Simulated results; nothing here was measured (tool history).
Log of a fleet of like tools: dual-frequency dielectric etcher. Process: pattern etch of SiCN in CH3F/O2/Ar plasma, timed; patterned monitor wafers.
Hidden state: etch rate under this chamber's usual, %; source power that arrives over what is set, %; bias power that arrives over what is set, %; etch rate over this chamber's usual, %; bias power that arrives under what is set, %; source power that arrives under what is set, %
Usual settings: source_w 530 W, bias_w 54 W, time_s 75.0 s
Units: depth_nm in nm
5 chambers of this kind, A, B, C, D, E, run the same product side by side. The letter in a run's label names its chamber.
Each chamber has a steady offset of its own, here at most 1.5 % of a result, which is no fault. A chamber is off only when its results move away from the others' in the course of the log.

| run | hour | source_w | bias_w | time_s | hours since the last wet clean | hours since the last source power generator calibration | hours since the last bias power generator calibration | read-back reference wafer on the same gauge, depth_nm | depth_nm |
|---|---|---|---|---|---|---|---|---|---|
| 1D | 4.9 | 530 | 54 | 75.0 | 524.6 | 1482.8 | 2758.1 | 25.106 | 28.139 |
| 2C | 8.7 | 530 | 54 | 75.0 | 181.4 | 5049.3 | 1615.4 | 25.107 | 28.742 |
| 3B | 15.4 | 530 | 54 | 75.0 | 449.8 | 2613.1 | 1500.9 | 25.128 | 28.414 |
| 4E | 21.4 | 530 | 54 | 75.0 | 103.8 | 1279.4 | 1981.1 | 25.086 | 28.705 |
| 5A | 28.4 | 650 | 54 | 63.5 | 99.3 | 1749.5 | 2963.9 | 25.110 | 25.906 |
| 6E | 36.2 | 650 | 54 | 63.5 | 118.6 | 1294.2 | 1995.9 | 25.117 | 26.316 |
| 7C | 43.3 | 650 | 54 | 63.5 | 216.0 | 5083.9 | 1650.0 | 25.116 | 26.222 |
| 8A | 47.0 | 650 | 54 | 63.5 | 117.9 | 1768.1 | 2982.5 | 25.088 | 25.871 |
| 9D | 51.3 | 650 | 54 | 63.5 | 571.0 | 1529.2 | 2804.5 | 25.103 | 25.515 |
| 10B | 58.3 | 530 | 54 | 75.0 | 492.7 | 2656.0 | 1543.8 | 25.102 | 28.581 |
| 11C | 62.6 | 530 | 54 | 75.0 | 235.3 | 5103.2 | 1669.3 | 25.092 | 28.704 |
| 12A | 66.3 | 530 | 54 | 75.0 | 137.2 | 1787.4 | 3001.8 | 25.066 | 28.439 |
| 13D | 73.3 | 530 | 54 | 75.0 | 593.0 | 1551.2 | 2826.5 | 25.067 | 27.989 |
| 14B | 81.0 | 530 | 54 | 75.0 | 515.4 | 2678.7 | 1566.5 | 25.129 | 28.480 |
|  | 81.7 | chamber D: wet clean of the chamber |
| 15E | 88.9 | 530 | 54 | 75.0 | 171.3 | 1346.9 | 2048.6 | 25.088 | 28.727 |
|  | 89.3 | chamber B: wet clean of the chamber |
| 16A | 93.1 | 530 | 54 | 75.0 | 164.0 | 1814.2 | 3028.6 | 25.081 | 28.496 |
| 17D | 101.0 | 530 | 54 | 75.0 | 19.4 | 1578.9 | 2854.2 | 25.091 | 28.045 |
| 18B | 109.3 | 530 | 54 | 75.0 | 20.1 | 2707.0 | 1594.8 | 25.121 | 30.004 |
| 19C | 115.1 | 530 | 54 | 75.0 | 287.8 | 5155.7 | 1721.8 | 25.105 | 28.580 |
| 20E | 119.9 | 530 | 54 | 75.0 | 202.3 | 1377.9 | 2079.6 | 25.100 | 28.780 |
| 21B | 126.4 | 530 | 45 | 55.0 | 37.2 | 2724.1 | 1611.9 | 25.082 | 20.857 |
| 22D | 133.8 | 530 | 45 | 55.0 | 52.2 | 1611.7 | 2887.0 | 25.081 | 19.318 |
| 23A | 142.0 | 530 | 45 | 55.0 | 212.9 | 1863.1 | 3077.5 | 25.085 | 19.870 |
| 24E | 146.6 | 530 | 45 | 55.0 | 229.0 | 1404.6 | 2106.3 | 25.140 | 19.921 |
| 25C | 154.9 | 530 | 45 | 55.0 | 327.6 | 5195.5 | 1761.6 | 25.088 | 19.843 |
| 26E | 162.0 | 530 | 54 | 75.0 | 244.4 | 1420.0 | 2121.7 | 25.093 | 28.736 |
|  | 162.1 | chamber C: source power generator calibrated |
| 27C | 167.1 | 530 | 54 | 75.0 | 339.8 | 5.0 | 1773.8 | 25.117 | 28.920 |
| 28B | 173.7 | 530 | 54 | 75.0 | 84.5 | 2771.4 | 1659.2 | 25.101 | 29.917 |
| 29D | 181.4 | 530 | 54 | 75.0 | 99.8 | 1659.3 | 2934.6 | 25.089 | 28.270 |
| 30A | 188.4 | 530 | 54 | 75.0 | 259.3 | 1909.5 | 3123.9 | 25.067 | 28.344 |

Is one chamber off against the others, does the gauge drift, or is nothing wrong? If a chamber is off, say which, and what the likeliest cause is.

A service left chamber B off against the others.
Cause: etch rate over this chamber's usual, % = 5.05.

Here are 4 candidates for chamber B's next run, each the usual settings with a change, their results left as question marks. Which one brings its results back in line with what the others give on the usual settings?
In line means no further than this from the other chambers' mean on the usual settings: depth_nm 0.460 nm
| 31B-1 | 194.4 | 540 | 55 | 80.0 |  |  |  |  | ? |
| 31B-2 | 194.4 | 520 | 54 | 71.5 |  |  |  |  | ? |
| 31B-3 | 194.4 | 470 | 48 | 75.0 |  |  |  |  | ? |
| 31B-4 | 194.4 | 540 | 54 | 78.5 |  |  |  |  | ? |

The other chambers' mean on the usual settings: depth_nm 28.453 nm
| run | depth_nm |
|---|---|
| 31B-1 | 32.434 |
| 31B-2 | 28.397 |
| 31B-3 | 27.573 |
| 31B-4 | 31.636 |
31B-2 brings the chamber back in line.
